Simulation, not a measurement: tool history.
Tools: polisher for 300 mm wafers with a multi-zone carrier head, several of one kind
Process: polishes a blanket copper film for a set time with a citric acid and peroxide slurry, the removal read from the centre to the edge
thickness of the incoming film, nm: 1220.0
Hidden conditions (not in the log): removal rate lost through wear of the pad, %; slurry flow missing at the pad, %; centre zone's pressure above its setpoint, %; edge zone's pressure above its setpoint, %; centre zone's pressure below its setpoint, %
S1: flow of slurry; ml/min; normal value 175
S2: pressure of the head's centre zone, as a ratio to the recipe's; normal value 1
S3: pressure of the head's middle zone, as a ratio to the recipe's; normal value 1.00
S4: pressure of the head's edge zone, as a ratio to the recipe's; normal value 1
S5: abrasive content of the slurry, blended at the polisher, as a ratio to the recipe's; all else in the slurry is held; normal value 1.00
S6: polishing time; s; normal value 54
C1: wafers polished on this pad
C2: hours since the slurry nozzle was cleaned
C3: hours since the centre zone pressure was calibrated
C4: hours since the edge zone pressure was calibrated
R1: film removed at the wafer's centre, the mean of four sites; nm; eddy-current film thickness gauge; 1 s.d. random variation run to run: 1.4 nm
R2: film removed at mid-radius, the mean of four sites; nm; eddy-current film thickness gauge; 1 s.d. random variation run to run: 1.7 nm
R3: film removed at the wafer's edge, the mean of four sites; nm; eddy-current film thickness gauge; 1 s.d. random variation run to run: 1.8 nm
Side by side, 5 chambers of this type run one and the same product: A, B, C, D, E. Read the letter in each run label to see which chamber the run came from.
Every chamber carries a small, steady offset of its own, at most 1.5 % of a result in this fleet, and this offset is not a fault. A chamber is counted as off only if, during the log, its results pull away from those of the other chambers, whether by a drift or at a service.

{"run": "1E", "hour": 10.8, "S1": 175, "S2": 1, "S3": 1.0, "S4": 1, "S5": 1.0, "S6": 54, "C1": 319, "C2": 115.9, "C3": 18.1, "C4": 185.3, "R1": 124.41, "R2": 121.68, "R3": 122.6}
{"run": "2B", "hour": 16.9, "S1": 175, "S2": 1, "S3": 1.0, "S4": 1, "S5": 1.0, "S6": 54, "C1": 267, "C2": 47.9, "C3": 348.8, "C4": 242.5, "R1": 122.2, "R2": 119.6, "R3": 121.7}
{"hour": 22.3, "done": "chamber A: worn pad replaced by a new one"}
{"run": "3A", "hour": 22.4, "S1": 175, "S2": 1, "S3": 1.0, "S4": 1, "S5": 1.0, "S6": 54, "C1": 1, "C2": 30.6, "C3": 1101.4, "C4": 385.6, "R1": 122.36, "R2": 118.64, "R3": 124.0}
{"run": "4D", "hour": 33.5, "S1": 175, "S2": 1, "S3": 1.0, "S4": 1, "S5": 1.0, "S6": 54, "C1": 764, "C2": 79.0, "C3": 119.7, "C4": 908.5, "R1": 124.07, "R2": 119.47, "R3": 120.51}
{"run": "5C", "hour": 39.5, "S1": 175, "S2": 1, "S3": 1.0, "S4": 1, "S5": 1.0, "S6": 54, "C1": 628, "C2": 1018.4, "C3": 802.8, "C4": 1044.7, "R1": 122.55, "R2": 118.84, "R3": 121.88}
{"hour": 40.4, "done": "chamber D: edge zone pressure recalibrated"}
{"hour": 41.9, "done": "chamber C: slurry nozzle cleaned"}
{"hour": 45.4, "done": "chamber B: worn pad replaced by a new one"}
{"hour": 46.6, "done": "chamber E: worn pad replaced by a new one"}
{"hour": 49.4, "done": "chamber D: worn pad replaced by a new one"}
{"run": "6A", "hour": 49.4, "S1": 175, "S2": 1, "S3": 1.0, "S4": 1, "S5": 1.0, "S6": 54, "C1": 233, "C2": 57.6, "C3": 1128.4, "C4": 412.6, "R1": 121.2, "R2": 122.55, "R3": 125.32}
{"run": "7E", "hour": 58.0, "S1": 175, "S2": 1, "S3": 1.0, "S4": 1, "S5": 1.0, "S6": 54, "C1": 98, "C2": 163.1, "C3": 65.3, "C4": 232.5, "R1": 123.22, "R2": 120.81, "R3": 120.27}
{"hour": 67.9, "done": "chamber C: worn pad replaced by a new one"}
{"run": "8D", "hour": 69.2, "S1": 175, "S2": 1, "S3": 1.0, "S4": 1, "S5": 1.0, "S6": 54, "C1": 171, "C2": 114.7, "C3": 155.4, "C4": 28.8, "R1": 122.15, "R2": 121.05, "R3": 118.79}
{"run": "9C", "hour": 74.6, "S1": 175, "S2": 1, "S3": 1.0, "S4": 1, "S5": 1.0, "S6": 54, "C1": 58, "C2": 32.7, "C3": 837.9, "C4": 1079.8, "R1": 118.63, "R2": 124.78, "R3": 124.66}
{"run": "10B", "hour": 85.0, "S1": 175, "S2": 1, "S3": 1.0, "S4": 1, "S5": 1.0, "S6": 54, "C1": 341, "C2": 116.0, "C3": 416.9, "C4": 310.6, "R1": 123.52, "R2": 119.05, "R3": 122.27}
{"run": "11E", "hour": 91.3, "S1": 175, "S2": 1, "S3": 1.0, "S4": 1, "S5": 1.0, "S6": 54, "C1": 385, "C2": 196.4, "C3": 98.6, "C4": 265.8, "R1": 122.71, "R2": 122.03, "R3": 123.69}
{"run": "12A", "hour": 101.6, "S1": 175, "S2": 1, "S3": 1.0, "S4": 1, "S5": 1.0, "S6": 54, "C1": 683, "C2": 109.8, "C3": 1180.6, "C4": 464.8, "R1": 122.32, "R2": 122.69, "R3": 127.45}
{"run": "13B", "hour": 110.2, "S1": 125, "S2": 1, "S3": 1.0, "S4": 1, "S5": 0.85, "S6": 54, "C1": 558, "C2": 141.2, "C3": 442.1, "C4": 335.8, "R1": 108.62, "R2": 107.98, "R3": 112.02}
{"hour": 113.6, "done": "chamber B: worn pad replaced by a new one"}
{"hour": 115.4, "done": "chamber B: edge zone pressure recalibrated"}
{"hour": 120.6, "done": "chamber E: worn pad replaced by a new one"}
{"run": "14D", "hour": 120.6, "S1": 125, "S2": 1, "S3": 1.0, "S4": 1, "S5": 0.85, "S6": 54, "C1": 614, "C2": 166.1, "C3": 206.8, "C4": 80.2, "R1": 107.28, "R2": 109.59, "R3": 111.88}
{"run": "15C", "hour": 132.0, "S1": 125, "S2": 1, "S3": 1.0, "S4": 1, "S5": 0.85, "S6": 54, "C1": 553, "C2": 90.1, "C3": 895.3, "C4": 1137.2, "R1": 108.36, "R2": 109.64, "R3": 115.38}
{"hour": 133.8, "done": "chamber C: edge zone pressure recalibrated"}
{"hour": 142.7, "done": "chamber A: worn pad replaced by a new one"}
{"run": "16E", "hour": 143.0, "S1": 125, "S2": 1, "S3": 1.0, "S4": 1, "S5": 0.85, "S6": 54, "C1": 193, "C2": 248.1, "C3": 150.3, "C4": 317.5, "R1": 108.05, "R2": 108.46, "R3": 111.6}
{"run": "17A", "hour": 153.3, "S1": 125, "S2": 1, "S3": 1.0, "S4": 1, "S5": 0.85, "S6": 54, "C1": 91, "C2": 161.5, "C3": 1232.3, "C4": 516.5, "R1": 110.86, "R2": 109.21, "R3": 114.64}
{"hour": 156.8, "done": "chamber A: centre zone pressure recalibrated"}
{"run": "18C", "hour": 159.6, "S1": 175, "S2": 1, "S3": 1.0, "S4": 1, "S5": 1.0, "S6": 54, "C1": 791, "C2": 117.7, "C3": 922.9, "C4": 25.9, "R1": 123.99, "R2": 121.85, "R3": 119.77}
{"run": "19D", "hour": 167.7, "S1": 175, "S2": 1, "S3": 1.0, "S4": 1, "S5": 1.0, "S6": 54, "C1": 1020, "C2": 213.2, "C3": 253.9, "C4": 127.3, "R1": 114.82, "R2": 120.83, "R3": 119.3}
{"hour": 170.2, "done": "chamber C: worn pad replaced by a new one"}
{"hour": 174.1, "done": "chamber B: worn pad replaced by a new one"}
{"hour": 177.1, "done": "chamber D: worn pad replaced by a new one"}
{"run": "20B", "hour": 177.4, "S1": 175, "S2": 1, "S3": 1.0, "S4": 1, "S5": 1.0, "S6": 54, "C1": 28, "C2": 208.4, "C3": 509.3, "C4": 62.1, "R1": 120.58, "R2": 122.88, "R3": 121.7}
{"run": "21C", "hour": 182.9, "S1": 175, "S2": 1, "S3": 1.0, "S4": 1, "S5": 1.0, "S6": 54, "C1": 109, "C2": 141.0, "C3": 946.2, "C4": 49.2, "R1": 121.84, "R2": 122.55, "R3": 122.16}
{"hour": 183.9, "done": "chamber E: worn pad replaced by a new one"}
{"run": "22E", "hour": 188.9, "S1": 175, "S2": 1, "S3": 0.92, "S4": 1, "S5": 1.0, "S6": 54, "C1": 43, "C2": 294.0, "C3": 196.2, "C4": 363.4, "R1": 122.47, "R2": 112.07, "R3": 121.16}
{"run": "23B", "hour": 199.5, "S1": 175, "S2": 1, "S3": 0.92, "S4": 1, "S5": 1.0, "S6": 54, "C1": 219, "C2": 230.5, "C3": 531.4, "C4": 84.2, "R1": 124.74, "R2": 109.69, "R3": 119.8}
{"run": "24D", "hour": 206.5, "S1": 175, "S2": 1, "S3": 0.92, "S4": 1, "S5": 1.0, "S6": 54, "C1": 254, "C2": 252.0, "C3": 292.7, "C4": 166.1, "R1": 110.99, "R2": 111.11, "R3": 123.92}
{"run": "25A", "hour": 217.4, "S1": 175, "S2": 1, "S3": 0.92, "S4": 1, "S5": 1.0, "S6": 54, "C1": 644, "C2": 225.6, "C3": 60.6, "C4": 580.6, "R1": 122.35, "R2": 108.86, "R3": 124.12}
{"run": "26E", "hour": 225.3, "S1": 175, "S2": 1, "S3": 0.92, "S4": 1, "S5": 1.0, "S6": 54, "C1": 357, "C2": 330.4, "C3": 232.6, "C4": 399.8, "R1": 123.24, "R2": 113.68, "R3": 122.72}
{"run": "27B", "hour": 234.0, "S1": 175, "S2": 1, "S3": 1.0, "S4": 1, "S5": 1.0, "S6": 54, "C1": 516, "C2": 265.0, "C3": 565.9, "C4": 118.7, "R1": 124.64, "R2": 118.3, "R3": 121.52}
{"run": "28C", "hour": 240.1, "S1": 175, "S2": 1, "S3": 1.0, "S4": 1, "S5": 1.0, "S6": 54, "C1": 602, "C2": 198.2, "C3": 1003.4, "C4": 106.4, "R1": 121.92, "R2": 120.12, "R3": 124.43}
{"run": "29D", "hour": 245.2, "S1": 175, "S2": 1, "S3": 1.0, "S4": 1, "S5": 1.0, "S6": 54, "C1": 587, "C2": 290.7, "C3": 331.4, "C4": 204.8, "R1": 108.03, "R2": 122.44, "R3": 120.2}
{"run": "30A", "hour": 256.4, "S1": 175, "S2": 1, "S3": 1.0, "S4": 1, "S5": 1.0, "S6": 54, "C1": 980, "C2": 264.6, "C3": 99.6, "C4": 619.6, "R1": 122.07, "R2": 119.17, "R3": 120.89}
{"hour": 259.7, "done": "chamber A: worn pad replaced by a new one"}
{"run": "31C", "hour": 261.6, "S1": 175, "S2": 1, "S3": 1.0, "S4": 1, "S5": 1.0, "S6": 54, "C1": 788, "C2": 219.7, "C3": 1024.9, "C4": 127.9, "R1": 122.54, "R2": 118.83, "R3": 124.12}
{"run": "32A", "hour": 267.6, "S1": 175, "S2": 1, "S3": 1.0, "S4": 1, "S5": 1.0, "S6": 54, "C1": 68, "C2": 275.8, "C3": 110.8, "C4": 630.8, "R1": 124.32, "R2": 120.07, "R3": 123.07}
{"run": "33D", "hour": 273.3, "S1": 175, "S2": 1, "S3": 1.0, "S4": 1, "S5": 1.0, "S6": 54, "C1": 830, "C2": 318.8, "C3": 359.5, "C4": 232.9, "R1": 107.92, "R2": 120.86, "R3": 121.21}

Each of the 5 chambers runs these same settings next. Fill in every chamber's results:
{"run": "34A", "hour": 281.6, "S1": 125, "S2": 1, "S3": 1.0, "S4": 1, "S5": 1.0, "S6": 54, "R1": "?", "R2": "?", "R3": "?"}
{"run": "34B", "hour": 281.6, "S1": 125, "S2": 1, "S3": 1.0, "S4": 1, "S5": 1.0, "S6": 54, "R1": "?", "R2": "?", "R3": "?"}
{"run": "34C", "hour": 281.6, "S1": 125, "S2": 1, "S3": 1.0, "S4": 1, "S5": 1.0, "S6": 54, "R1": "?", "R2": "?", "R3": "?"}
{"run": "34D", "hour": 281.6, "S1": 125, "S2": 1, "S3": 1.0, "S4": 1, "S5": 1.0, "S6": 54, "R1": "?", "R2": "?", "R3": "?"}
{"run": "34E", "hour": 281.6, "S1": 125, "S2": 1, "S3": 1.0, "S4": 1, "S5": 1.0, "S6": 54, "R1": "?", "R2": "?", "R3": "?"}

run=34A R1=112.000 R2=111.61 R3=115.26
run=34B R1=112.890 R2=112.22 R3=114.84
run=34C R1=113.570 R2=116.78 R3=115.66
run=34D R1=99.993 R2=115.79 R3=114.28
run=34E R1=113.820 R2=114.24 R3=118.61
